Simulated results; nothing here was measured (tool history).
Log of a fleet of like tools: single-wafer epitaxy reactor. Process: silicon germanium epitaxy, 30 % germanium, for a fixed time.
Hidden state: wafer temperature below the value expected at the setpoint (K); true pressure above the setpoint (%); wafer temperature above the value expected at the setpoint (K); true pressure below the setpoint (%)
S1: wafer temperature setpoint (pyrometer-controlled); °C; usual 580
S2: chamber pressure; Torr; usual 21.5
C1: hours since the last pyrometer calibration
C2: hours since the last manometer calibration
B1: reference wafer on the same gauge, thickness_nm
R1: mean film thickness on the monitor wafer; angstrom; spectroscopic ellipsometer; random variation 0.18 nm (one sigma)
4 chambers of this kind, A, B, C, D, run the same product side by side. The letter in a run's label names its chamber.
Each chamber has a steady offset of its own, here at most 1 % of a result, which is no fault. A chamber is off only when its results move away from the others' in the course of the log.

Run 1A, hour 3.7: usual settings; C1 555.3; C2 1065.8; B1 43.485. Result: R1 414.78 angstrom.
Run 2B, hour 10.8: usual settings; C1 254.8; C2 1417.6; B1 43.498. Result: R1 425.79 angstrom.
Run 3D, hour 14.9: usual settings; C1 1767.0; C2 1404.0; B1 43.543. Result: R1 418.34 angstrom.
Run 4C, hour 19.5: usual settings; C1 53.8; C2 219.1; B1 43.451. Result: R1 419.81 angstrom.
Run 5D, hour 25.9: usual settings; C1 1778.0; C2 1415.0; B1 43.483. Result: R1 420.20 angstrom.
Run 6A, hour 33.7: usual settings; C1 585.3; C2 1095.8; B1 43.507. Result: R1 416.00 angstrom.
Run 7C, hour 38.8: usual settings; C1 73.1; C2 238.4; B1 43.465. Result: R1 410.00 angstrom.
Run 8B, hour 43.6: usual settings; C1 287.6; C2 1450.4; B1 43.481. Result: R1 422.02 angstrom.
Run 9A, hour 50.9: usual settings; C1 602.5; C2 1113.0; B1 43.531. Result: R1 416.47 angstrom.
Run 10D, hour 56.5: usual settings; C1 1808.6; C2 1445.6; B1 43.557. Result: R1 418.97 angstrom.
Run 11B, hour 60.6: usual settings; C1 304.6; C2 1467.4; B1 43.525. Result: R1 423.50 angstrom.
Run 12C, hour 64.5: usual settings; C1 98.8; C2 264.1; B1 43.537. Result: R1 415.51 angstrom.
Run 13D, hour 69.2: usual settings but S2 25.6 Torr; C1 1821.3; C2 1458.3; B1 43.505. Result: R1 450.91 angstrom.
Run 14A, hour 77.0: usual settings but S2 25.6 Torr; C1 628.6; C2 1139.1; B1 43.537. Result: R1 440.26 angstrom.
Run 15C, hour 83.0: usual settings but S2 25.6 Torr; C1 117.3; C2 282.6; B1 43.541. Result: R1 444.39 angstrom.
Run 16B, hour 86.6: usual settings but S2 25.6 Torr; C1 330.6; C2 1493.4; B1 43.567. Result: R1 453.61 angstrom.
Run 17A, hour 90.8: usual settings; C1 642.4; C2 1152.9; B1 43.505. Result: R1 411.89 angstrom.
Run 18B, hour 94.5: usual settings; C1 338.5; C2 1501.3; B1 43.489. Result: R1 421.35 angstrom.
Run 19C, hour 102.4: usual settings; C1 136.7; C2 302.0; B1 43.442. Result: R1 413.70 angstrom.
Run 20D, hour 108.9: usual settings; C1 1861.0; C2 1498.0; B1 43.500. Result: R1 417.55 angstrom.
Run 21D, hour 116.7: usual settings; C1 1868.8; C2 1505.8; B1 43.483. Result: R1 419.79 angstrom.
Run 22B, hour 120.5: usual settings; C1 364.5; C2 1527.3; B1 43.507. Result: R1 426.96 angstrom.
Run 23C, hour 125.9: usual settings; C1 160.2; C2 325.5; B1 43.564. Result: R1 412.96 angstrom.
Run 24A, hour 130.1: usual settings; C1 681.7; C2 1192.2; B1 43.475. Result: R1 402.92 angstrom.
Run 25D, hour 137.1: usual settings; C1 1889.2; C2 1526.2; B1 43.495. Result: R1 418.48 angstrom.
Run 26C, hour 144.7: usual settings; C1 179.0; C2 344.3; B1 43.532. Result: R1 415.35 angstrom.
Run 27B, hour 150.7: usual settings but S1 586 °C; C1 394.7; C2 1557.5; B1 43.441. Result: R1 473.01 angstrom.

Is one chamber off against the others, does the gauge drift, or is nothing wrong? If a chamber is off, say which, and what the likeliest cause is.

Chamber A drifts away from the others.
Cause: wafer temperature below the value expected at the setpoint (K) = 2.03.
The log may not tell that from: true pressure below the setpoint (%).

Here are 4 candidates for chamber A's next run, each the usual settings with a change, their results left as question marks. Which one brings its results back in line with what the others give on the usual settings?
In line means no further than this from the other chambers' mean on the usual settings: R1 6.40 angstrom
Run 28A-1, hour 156.5: usual settings but S2 19.0 Torr. Result: R1 ?.
Run 28A-2, hour 156.5: usual settings but S2 22.5 Torr. Result: R1 ?.
Run 28A-3, hour 156.5: usual settings but S2 24.0 Torr. Result: R1 ?.
Run 28A-4, hour 156.5: usual settings but S1 579 °C, S2 21.4 Torr. Result: R1 ?.

The other chambers' mean on the usual settings: R1 419.05 angstrom
  run      R1
28A-1  380.81
28A-2  407.19
28A-3  417.74
28A-4  391.45
28A-3 brings the chamber back in line.

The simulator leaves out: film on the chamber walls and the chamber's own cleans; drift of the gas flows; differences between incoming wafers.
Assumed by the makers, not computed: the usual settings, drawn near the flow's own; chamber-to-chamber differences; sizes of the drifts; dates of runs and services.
